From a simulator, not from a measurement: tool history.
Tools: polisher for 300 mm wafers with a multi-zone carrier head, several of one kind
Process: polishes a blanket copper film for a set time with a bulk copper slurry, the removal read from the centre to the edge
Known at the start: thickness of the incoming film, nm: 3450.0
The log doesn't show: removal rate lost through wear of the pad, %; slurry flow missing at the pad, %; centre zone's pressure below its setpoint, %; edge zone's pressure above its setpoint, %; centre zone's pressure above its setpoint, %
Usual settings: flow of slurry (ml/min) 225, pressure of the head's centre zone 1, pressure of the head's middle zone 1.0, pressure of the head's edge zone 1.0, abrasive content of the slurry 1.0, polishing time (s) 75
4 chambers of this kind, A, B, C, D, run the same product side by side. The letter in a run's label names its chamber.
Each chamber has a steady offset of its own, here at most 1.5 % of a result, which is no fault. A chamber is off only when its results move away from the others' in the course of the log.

run   hour  flow of slurry (ml/min)  pressure of the head's centre zone  pressure of the head's middle zone  pressure of the head's edge zone  abrasive content of the slurry  polishing time (s)  wafers polished on this pad  hours since the slurry nozzle was cleaned  hours since the centre zone pressure was calibrated  hours since the edge zone pressure was calibrated  film removed at the wafer's centre (angstrom)  film removed at mid-radius (angstrom)  film removed at the wafer's edge (angstrom)
 1B    4.3                      225                                   1                                 1.0                               1.0                             1.0                  75                          111                                      476.5                                                314.0                                              183.4                                         5583.9                                 5680.9                                       5651.8
       4.4  -- chamber C: worn pad replaced by a new one
 2A    7.1                      225                                   1                                 1.0                               1.0                             1.0                  75                          437                                      193.5                                                839.8                                              256.3                                         5630.8                                 5619.0                                       5552.2
 3C    9.9                      225                                   1                                 1.0                               1.0                             1.0                  75                           57                                       57.4                                                569.5                                              572.4                                         5614.5                                 5550.9                                       5494.3
 4D   12.4                      225                                   1                                 1.0                               1.0                             1.0                  75                          343                                      464.2                                                259.4                                              856.7                                         5564.0                                 5572.4                                       5657.1
      16.1  -- chamber B: centre zone pressure recalibrated
 5A   17.2                      225                                   1                                 1.0                               1.0                             1.0                  75                          542                                      203.6                                                849.9                                              266.4                                         5661.4                                 5539.5                                       5689.1
 6D   20.9                      225                                   1                                 1.0                               1.0                             1.0                  75                          432                                      472.7                                                267.9                                              865.2                                         5537.7                                 5590.2                                       5639.1
 7B   25.0                      225                                   1                                 1.0                               1.0                             1.0                  75                          326                                      497.2                                                  9.0                                              204.1                                         5595.2                                 5623.3                                       5516.6
 8C   28.3                      225                                   1                                 1.0                               1.0                             1.0                  75                          248                                       75.8                                                587.9                                              590.8                                         5639.8                                 5649.5                                       5587.3
 9B   32.2                      225                                   1                                 1.0                               1.0                             1.0                  75                          401                                      504.4                                                 16.2                                              211.3                                         5577.0                                 5660.1                                       5643.5
10D   35.4                      225                                   1                                 1.0                               1.0                             1.2                  75                          582                                      487.2                                                282.4                                              879.7                                         5793.4                                 5836.4                                       5757.4
11C   39.1                      225                                   1                                 1.0                               1.0                             1.2                  75                          360                                       86.6                                                598.7                                              601.6                                         5846.1                                 5793.9                                       5771.8
      39.8  -- chamber A: worn pad replaced by a new one
12A   42.0                      225                                   1                                 1.0                               1.0                             1.2                  75                           23                                      228.4                                                874.7                                              291.2                                         5857.6                                 5842.4                                       5727.8
13D   44.8                      225                                   1                                 1.0                               1.0                             1.2                  75                          680                                      496.6                                                291.8                                              889.1                                         5804.4                                 5824.6                                       5833.0
      47.8  -- chamber B: worn pad replaced by a new one
14B   48.4                      225                                   1                                 1.0                               1.0                             1.0                  75                            6                                      520.6                                                 32.4                                              227.5                                         5590.2                                 5777.7                                       5641.2
15C   53.2                      225                                   1                                 1.0                               1.0                             1.0                  75                          507                                      100.7                                                612.8                                              615.7                                         5659.9                                 5571.9                                       5434.0
16A   57.5                      225                                   1                                 1.0                               0.9                             1.0                  75                          184                                      243.9                                                890.2                                              306.7                                         5626.1                                 5497.5                                       5281.8
      57.8  -- chamber D: worn pad replaced by a new one
17B   62.0                      225                                   1                                 1.0                               0.9                             1.0                  75                          147                                      534.2                                                 46.0                                              241.1                                         5609.4                                 5767.3                                       5402.2
18C   66.5                      225                                   1                                 1.0                               0.9                             1.0                  75                          645                                      114.0                                                626.1                                              629.0                                         5605.2                                 5558.7                                       5198.0
19D   69.2                      225                                   1                                 1.0                               0.9                             1.0                  75                          118                                      521.0                                                316.2                                              913.5                                         5599.7                                 5616.3                                       5265.2
20A   72.6                      225                                   1                                 1.0                               1.0                             1.0                  75                          340                                      259.0                                                905.3                                              321.8                                         5666.2                                 5471.2                                       5560.8
21C   75.0                      225                                   1                                 1.0                               1.0                             1.0                  75                          733                                      122.5                                                634.6                                              637.5                                         5569.3                                 5604.8                                       5626.0
22A   79.8                      225                                   1                                 1.0                               1.0                             1.0                  75                          415                                      266.2                                                912.5                                              329.0                                         5593.9                                 5569.8                                       5589.0
23B   84.0                      225                                   1                                 1.0                               1.0                             1.0                  94                          376                                      556.2                                                 68.0                                              263.1                                         6981.9                                 7124.2                                       7117.5
      86.1  -- chamber C: worn pad replaced by a new one
      88.0  -- chamber D: centre zone pressure recalibrated
24D   88.3                      225                                   1                                 1.0                               1.0                             1.0                  94                          317                                      540.1                                                  0.4                                              932.6                                         7626.7                                 7040.8                                       7106.1
25B   93.4                      225                                   1                                 1.0                               1.0                             1.0                  94                          473                                      565.6                                                 77.4                                              272.5                                         7023.9                                 7260.1                                       7173.5
26A   98.0                      225                                   1                                 1.0                               1.0                             1.0                  94                          604                                      284.4                                                930.7                                              347.2                                         7100.9                                 7001.6                                       7013.4
27C  101.7                      225                                   1                                 1.0                               1.0                             1.0                  75                          162                                      149.2                                                661.3                                              664.2                                         5576.0                                 5512.4                                       5419.1
     106.4  -- chamber A: worn pad replaced by a new one
28D  106.4                      225                                   1                                 1.0                               1.0                             1.0                  75                          505                                      558.2                                                 18.5                                              950.7                                         6076.7                                 5523.5                                       5690.3
29A  109.9                      225                                   1                                 0.9                               1.0                             1.0                  75                           36                                      296.3                                                942.6                                              359.1                                         5618.3                                 5066.4                                       5509.3
30C  114.3                      225                                   1                                 0.9                               1.0                             1.0                  75                          293                                      161.8                                                673.9                                              676.8                                         5670.9                                 5055.6                                       5477.4
     117.2  -- chamber A: centre zone pressure recalibrated
     118.3  -- chamber B: worn pad replaced by a new one
31D  119.4                      225                                   1                                 0.9                               1.0                             1.0                  75                          640                                      571.2                                                 31.5                                              963.7                                         6045.2                                 5082.6                                       5617.0
     121.8  -- chamber C: centre zone pressure recalibrated
32B  122.0                      225                                   1                                 0.9                               1.0                             1.0                  75                           38                                      594.2                                                106.0                                              301.1                                         5641.8                                 5127.8                                       5752.7
33C  124.5                      225                                   1                                 1.0                               1.0                             1.0                  75                          398                                      172.0                                                  2.8                                              687.0                                         5630.4                                 5645.0                                       5590.2
34B  127.5                      225                                   1                                 1.0                               1.0                             1.0                  75                           95                                      599.7                                                111.5                                              306.6                                         5604.2                                 5760.7                                       5824.5
35A  130.1                      225                                   1                                 1.0                               1.0                             1.0                  75                          246                                      316.5                                                 12.9                                              379.3                                         5608.9                                 5597.6                                       5712.9
36D  132.3                      225                                   1                                 1.0                               1.0                             1.0                  75                          773                                      584.1                                                 44.4                                              976.6                                         6049.3                                 5597.0                                       5591.4
37D  135.4                      225                                   1                                 1.0                               1.0                             1.0                  75                          806                                      587.2                                                 47.5                                              979.7                                         6085.4                                 5581.1                                       5618.6
38A  139.4                      225                                   1                                 1.0                               1.0                             1.0                  75                          342                                      325.8                                                 22.2                                              388.6                                         5671.2                                 5605.7                                       5376.3
39C  144.0                      225                                   1                                 1.0                               1.0                             1.0                  75                          601                                      191.5                                                 22.3                                              706.5                                         5597.4                                 5604.8                                       5529.6
40B  146.6                      225                                   1                                 1.0                               1.0                             1.0                  75                          293                                      618.8                                                130.6                                              325.7                                         5622.5                                 5675.2                                       5689.6

All 4 chambers run these settings next. Forecast each chamber's results:
41A  150.2                      225                                   1                                 1.0                               1.0                             1.0                  75                                                                                                                                                                                                                              ?                                      ?                                            ?
41B  150.2                      225                                   1                                 1.0                               1.0                             1.0                  75                                                                                                                                                                                                                              ?                                      ?                                            ?
41C  150.2                      225                                   1                                 1.0                               1.0                             1.0                  75                                                                                                                                                                                                                              ?                                      ?                                            ?
41D  150.2                      225                                   1                                 1.0                               1.0                             1.0                  75                                                                                                                                                                                                                              ?                                      ?                                            ?

run  film removed at the wafer's centre (angstrom)  film removed at mid-radius (angstrom)  film removed at the wafer's edge (angstrom)
41A                                         5625.4                                 5535.9                                       5550.8
41B                                         5571.1                                 5632.5                                       5642.1
41C                                         5603.2                                 5603.1                                       5613.4
41D                                         5983.2                                 5669.6                                       5585.5
